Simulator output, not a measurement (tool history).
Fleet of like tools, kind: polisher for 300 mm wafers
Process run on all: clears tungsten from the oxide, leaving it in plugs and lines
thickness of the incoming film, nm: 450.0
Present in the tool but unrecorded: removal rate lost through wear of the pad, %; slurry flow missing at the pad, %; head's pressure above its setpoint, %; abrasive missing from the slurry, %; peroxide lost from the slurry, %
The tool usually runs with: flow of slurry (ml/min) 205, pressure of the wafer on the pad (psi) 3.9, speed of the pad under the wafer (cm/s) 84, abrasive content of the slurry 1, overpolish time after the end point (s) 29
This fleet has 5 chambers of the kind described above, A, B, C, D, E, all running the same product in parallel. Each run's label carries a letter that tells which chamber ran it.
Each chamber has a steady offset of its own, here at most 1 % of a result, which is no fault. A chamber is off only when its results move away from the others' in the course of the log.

run,hour,flow of slurry (ml/min),pressure of the wafer on the pad (psi),speed of the pad under the wafer (cm/s),abrasive content of the slurry,overpolish time after the end point (s),wafers polished on this pad,hours since the slurry nozzle was cleaned,hours since the head pressure was calibrated,hours since the slurry blender was calibrated,hours since the slurry got fresh peroxide,time until the end point was called (s)
1A,4.2,205,3.9,84,1,29,1297,336.1,176.3,298.8,92.5,125.31
2E,7.9,205,3.9,84,1,29,119,202.1,132.2,322.3,104.5,127.83
3D,10.2,205,3.9,84,1,29,1192,507.8,143.3,182.1,124,128.54
# hour 10.4: chamber A: slurry blender recalibrated
4B,15,205,3.9,84,1,29,1308,72.8,747.6,300.2,35.1,126.01
5C,17.6,205,3.9,84,1,29,349,559.8,149.3,192.8,77.4,128.31
# hour 19.3: chamber B: worn pad replaced by a new one
# hour 20.8: chamber D: worn pad replaced by a new one
6D,21.4,205,3.9,84,1,29,5,519,154.5,193.3,135.2,126.52
7E,25.9,205,4.5,84,1,29,292,220.1,150.2,340.3,122.5,109.04
8B,28.1,205,4.5,84,1,29,84,85.9,760.7,313.3,48.2,109.45
9A,32.2,205,4.5,84,1,29,1566,364.1,204.3,21.9,120.5,111.98
# hour 33.4: chamber A: worn pad replaced by a new one
10C,36.6,205,4.5,84,1,29,532,578.8,168.3,211.8,96.4,111.1
11B,41.3,205,4.5,84,1,29,211,99.1,773.9,326.5,61.4,108.43
12D,44,205,3.9,84,1,29,223,541.6,177.1,215.9,157.8,127.05
13E,48,205,4.8,100,1,29,505,242.2,172.3,362.4,144.6,83.793
# hour 49.8: chamber E: slurry blender recalibrated
14C,51.8,205,4.8,100,1,29,678,594,183.5,227,111.6,86.945
# hour 52.8: chamber C: worn pad replaced by a new one
# hour 53.1: chamber D: slurry tank refilled with fresh slurry and peroxide
15A,54.1,205,4.8,100,1,29,199,386,226.2,43.8,142.4,91.768
# hour 56.6: chamber E: worn pad replaced by a new one
16D,56.6,205,4.8,100,1,29,344,554.2,189.7,228.5,3.5,87.697
# hour 58.7: chamber C: slurry tank refilled with fresh slurry and peroxide
17E,60.1,205,4.8,100,1,29,34,254.3,184.4,10.3,156.7,87.269
18C,63.6,205,3.9,84,1,29,104,605.8,195.3,238.8,4.9,125.97
19B,66.6,205,3.9,84,1,29,454,124.4,799.2,351.8,86.7,126.67
20A,70.1,205,3.9,84,1,29,352,402,242.2,59.8,158.4,133.64
# hour 71.5: chamber E: slurry tank refilled with fresh slurry and peroxide
21C,74.6,205,2.8,84,1,37,209,616.8,206.3,249.8,15.9,174.83
22B,76.7,205,2.8,84,1,37,551,134.5,809.3,361.9,96.8,176.15
23E,81.1,205,2.8,84,1,37,236,275.3,205.4,31.3,9.7,175.25
24A,83.4,205,2.8,84,1,37,480,415.3,255.5,73.1,171.7,192.75
25D,87.8,205,2.8,84,1,37,644,585.4,220.9,259.7,34.7,180.24
# hour 89.7: chamber C: slurry nozzle cleaned
# hour 90.4: chamber A: slurry nozzle cleaned
26D,91.5,205,3.9,84,1,29,679,589.1,224.6,263.4,38.4,127.45
27A,96.1,205,3.9,84,1,29,602,5.8,268.2,85.8,184.4,135.86
28E,99.4,205,3.9,84,1,29,411,293.6,223.7,49.6,28,128.34
29C,103.4,205,3.9,84,1,29,486,13.7,235.1,278.6,44.7,129.4
30B,106.5,205,3.9,84,1,29,838,164.3,839.1,391.7,126.6,125.25
31E,109.4,205,3.9,84,1,29,508,303.6,233.7,59.6,38,127.82
32C,113.1,205,3.9,84,1,29,579,23.4,244.8,288.3,54.4,125.74
33B,116.7,205,3.9,84,1,29,936,174.5,849.3,401.9,136.8,122.52
# hour 119.1: chamber C: worn pad replaced by a new one
# hour 119.3: chamber D: slurry nozzle cleaned
34A,120.9,205,3.9,84,1,29,841,30.6,293,110.6,209.2,143.76
35D,124.4,205,3.9,84,1,13,995,5.2,257.5,296.3,71.3,128
36C,128,205,3.9,84,1,13,85,38.3,259.7,303.2,69.3,126.33
37D,132.9,205,3.9,84,1,13,1077,13.7,266,304.8,79.8,127.62

Next, every chamber runs the same settings. What will each give?
38A,136.3,205,3.9,84,1,29,,,,,,?
38B,136.3,205,3.9,84,1,29,,,,,,?
38C,136.3,205,3.9,84,1,29,,,,,,?
38D,136.3,205,3.9,84,1,29,,,,,,?
38E,136.3,205,3.9,84,1,29,,,,,,?

run,time until the end point was called (s)
38A,143.79
38B,128.31
38C,126.62
38D,130.33
38E,130.08
